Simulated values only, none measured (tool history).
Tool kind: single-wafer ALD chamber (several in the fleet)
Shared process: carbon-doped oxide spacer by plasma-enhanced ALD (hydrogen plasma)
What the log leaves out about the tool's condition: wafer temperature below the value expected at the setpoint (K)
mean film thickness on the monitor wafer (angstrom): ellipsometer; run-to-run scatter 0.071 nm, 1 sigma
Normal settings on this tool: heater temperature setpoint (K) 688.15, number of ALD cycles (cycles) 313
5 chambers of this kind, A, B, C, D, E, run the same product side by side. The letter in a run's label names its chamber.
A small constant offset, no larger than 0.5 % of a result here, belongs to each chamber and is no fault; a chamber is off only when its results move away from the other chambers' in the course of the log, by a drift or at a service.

run	hour	heater temperature setpoint (K)	number of ALD cycles (cycles)	hours since the last thermocouple change	read-back reference wafer on the same gauge, thickness_nm	mean film thickness on the monitor wafer (angstrom)
1E	11.5	688.15	313	354	14.703	148.83
2C	17.5	688.15	313	116.3	14.691	149.15
3D	27.2	688.15	313	160.5	14.71	150
4B	37.3	688.15	313	386.7	14.696	148.84
5A	47	688.15	313	2405.7	14.694	149.18
6E	58.9	693.15	313	401.4	14.699	147.17
7A	67.8	693.15	313	2426.5	14.699	147.91
8C	74.7	693.15	313	173.5	14.694	146.32
9B	86.5	693.15	313	435.9	14.708	149.07
10D	94.1	693.15	313	227.4	14.696	148.72
11E	101.5	688.15	313	444	14.696	148.36
12B	107.1	688.15	313	456.5	14.699	149.81
13C	113.3	682.15	257	212.1	14.698	124.69
14D	119	682.15	257	252.3	14.707	125.39
15A	125	682.15	257	2483.7	14.717	124.81
16A	132	682.15	257	2490.7	14.697	125.46
17E	137.6	682.15	257	480.1	14.711	124.51
18D	149.6	688.15	313	282.9	14.711	149.69
19B	161.5	688.15	313	510.9	14.697	150.07
20C	168.4	683.15	313	267.2	14.712	150.45
21B	176.8	683.15	313	526.2	14.715	150.81
22E	184.8	683.15	313	527.3	14.711	151.58
23C	195.4	683.15	313	294.2	14.695	151.59
24A	203.6	683.15	313	2562.3	14.699	151.65
25D	213.5	688.15	313	346.8	14.719	149.99
26E	219.5	675.15	372	562	14.701	183.02
27D	230.4	675.15	372	363.7	14.704	185.3
28A	238.9	675.15	372	2597.6	14.704	184.34
29B	247.5	675.15	372	596.9	14.711	185.69
30C	253.4	675.15	372	352.2	14.725	182.03
31A	262.3	688.15	313	2621	14.691	149.6
# hour 269.7: chamber A: thermocouple changed; heater temperature recalibrated
32C	271.8	688.15	313	370.6	14.695	149.78
33D	280.3	695.15	360	413.6	14.698	168.47
34E	287.1	695.15	360	629.6	14.718	167.58
35B	294.1	695.15	360	643.5	14.687	169.6
36A	302.9	695.15	360	33.2	14.7	168.35
37D	309.4	695.15	360	442.7	14.699	168.48
38B	314.9	688.15	313	664.3	14.683	149.86
39C	322.6	688.15	313	421.4	14.703	149.62
40E	331.3	688.15	313	673.8	14.7	149.6
41B	337.6	688.15	313	687	14.669	149.35
42A	345.5	688.15	313	75.8	14.692	149.15
43D	357.1	698.15	371	490.4	14.714	171.4

What goes on in this fleet: one chamber off, a drifting gauge, or nothing beyond the chambers' own small offsets? Name the chamber and the cause, if any.

No chamber stands off beyond its own small offset, and the gauge holds steady.
